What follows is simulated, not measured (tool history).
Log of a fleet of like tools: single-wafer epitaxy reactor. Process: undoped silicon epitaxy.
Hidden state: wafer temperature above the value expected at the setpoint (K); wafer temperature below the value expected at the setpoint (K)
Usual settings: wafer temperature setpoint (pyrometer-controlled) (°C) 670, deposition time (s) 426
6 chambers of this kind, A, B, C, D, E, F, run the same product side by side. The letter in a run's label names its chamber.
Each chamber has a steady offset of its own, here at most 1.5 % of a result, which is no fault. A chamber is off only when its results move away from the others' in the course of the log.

| run | hour | wafer temperature setpoint (pyrometer-controlled) (°C) | deposition time (s) | hours since the last pyrometer calibration | read-back reference wafer on the same gauge, thickness_nm | mean film thickness on the monitor wafer (angstrom) |
|---|---|---|---|---|---|---|
| 1E | 13.2 | 670 | 426 | 1626.5 | 93.961 | 1098 |
| 2B | 22.2 | 670 | 426 | 1789.4 | 93.97 | 1104.1 |
| 3C | 31.2 | 670 | 426 | 157.6 | 93.96 | 1104.5 |
| 4D | 43.9 | 670 | 426 | 90.5 | 94.062 | 1081.9 |
| 5A | 53.6 | 670 | 426 | 898.8 | 94.015 | 1085.6 |
| 6F | 64.8 | 670 | 426 | 936 | 93.994 | 1092.3 |
| 7F | 75.7 | 670 | 426 | 946.9 | 94.045 | 1084.9 |
| 8D | 83.9 | 670 | 426 | 130.5 | 93.959 | 1082.1 |
| 9C | 92.5 | 670 | 426 | 218.9 | 93.992 | 1096.8 |
| 10B | 105.4 | 670 | 426 | 1872.6 | 93.994 | 1106.9 |
| 11A | 114.1 | 670 | 466 | 959.3 | 94.003 | 1187.8 |
|  | 115 | chamber F: pyrometer calibrated |
| 12E | 128 | 670 | 466 | 1741.3 | 94.02 | 1200.3 |
| 13B | 141.9 | 670 | 466 | 1909.1 | 94.011 | 1213.7 |
| 14A | 149 | 670 | 466 | 994.2 | 94.049 | 1186.3 |
| 15F | 156.8 | 670 | 466 | 41.8 | 93.968 | 1196.1 |
|  | 158.9 | chamber E: pyrometer calibrated |
| 16D | 168.7 | 670 | 466 | 215.3 | 93.966 | 1186.1 |
| 17C | 182.8 | 670 | 426 | 309.2 | 93.978 | 1101.5 |
| 18E | 191 | 670 | 426 | 32.2 | 93.995 | 1116.2 |
| 19E | 197.8 | 682 | 396 | 39 | 94.026 | 1330.4 |
| 20C | 205.8 | 682 | 396 | 332.2 | 93.969 | 1311.3 |
| 21A | 213.1 | 682 | 396 | 1058.3 | 94.048 | 1291 |
| 22F | 220.3 | 682 | 396 | 105.3 | 93.977 | 1299.6 |
| 23B | 229.2 | 682 | 396 | 1996.4 | 94.001 | 1319.1 |
| 24D | 238.8 | 682 | 396 | 285.4 | 94.037 | 1286 |
| 25C | 253 | 670 | 426 | 379.4 | 94.034 | 1100.5 |
| 26E | 264.2 | 670 | 426 | 105.4 | 94.008 | 1119 |
| 27A | 270.5 | 677 | 469 | 1115.7 | 93.991 | 1379.3 |
| 28B | 284.3 | 677 | 469 | 2051.5 | 94.045 | 1408.5 |
| 29D | 293.2 | 677 | 469 | 339.8 | 93.958 | 1380.1 |
| 30F | 302.8 | 677 | 469 | 187.8 | 94.072 | 1389.9 |
| 31A | 315.2 | 677 | 469 | 1160.4 | 93.997 | 1377.5 |
| 32B | 326.9 | 677 | 469 | 2094.1 | 94.028 | 1414.1 |
| 33E | 336.3 | 670 | 426 | 177.5 | 93.956 | 1114.9 |
| 34C | 349.5 | 670 | 426 | 475.9 | 93.988 | 1104.1 |
| 35F | 356.8 | 670 | 426 | 241.8 | 93.977 | 1089.6 |
| 36D | 365.7 | 670 | 426 | 412.3 | 94.04 | 1079.2 |
| 37A | 375.2 | 670 | 426 | 1220.4 | 93.992 | 1083.8 |
| 38D | 383.3 | 670 | 426 | 429.9 | 93.968 | 1082 |
| 39B | 396.7 | 670 | 426 | 2163.9 | 93.999 | 1103.5 |
| 40C | 403.9 | 670 | 426 | 530.3 | 93.937 | 1098.3 |
| 41F | 417.3 | 670 | 426 | 302.3 | 94.015 | 1088.4 |
| 42E | 427.8 | 670 | 426 | 269 | 94 | 1114.7 |

Is one chamber off against the others, does the gauge drift, or is nothing wrong? If a chamber is off, say which, and what the likeliest cause is.

A service left chamber E off against the others.
Cause: wafer temperature above the value expected at the setpoint (K) = 0.609.

Here are 4 candidates for chamber E's next run, each the usual settings with a change, their results left as question marks. Which one brings its results back in line with what the others give on the usual settings?
In line means no further than this from the other chambers' mean on the usual settings: mean film thickness on the monitor wafer (angstrom) 8.7
| 43E-1 | 437.9 | 668 | 426 |  |  | ? |
| 43E-2 | 437.9 | 670 | 417 |  |  | ? |
| 43E-3 | 437.9 | 670 | 443 |  |  | ? |
| 43E-4 | 437.9 | 671 | 426 |  |  | ? |

The other chambers' mean on the usual settings: mean film thickness on the monitor wafer (angstrom) 1093.3
| run | mean film thickness on the monitor wafer (angstrom) |
|---|---|
| 43E-1 | 1071 |
| 43E-2 | 1093.8 |
| 43E-3 | 1162 |
| 43E-4 | 1141.3 |
43E-2 brings the chamber back in line.
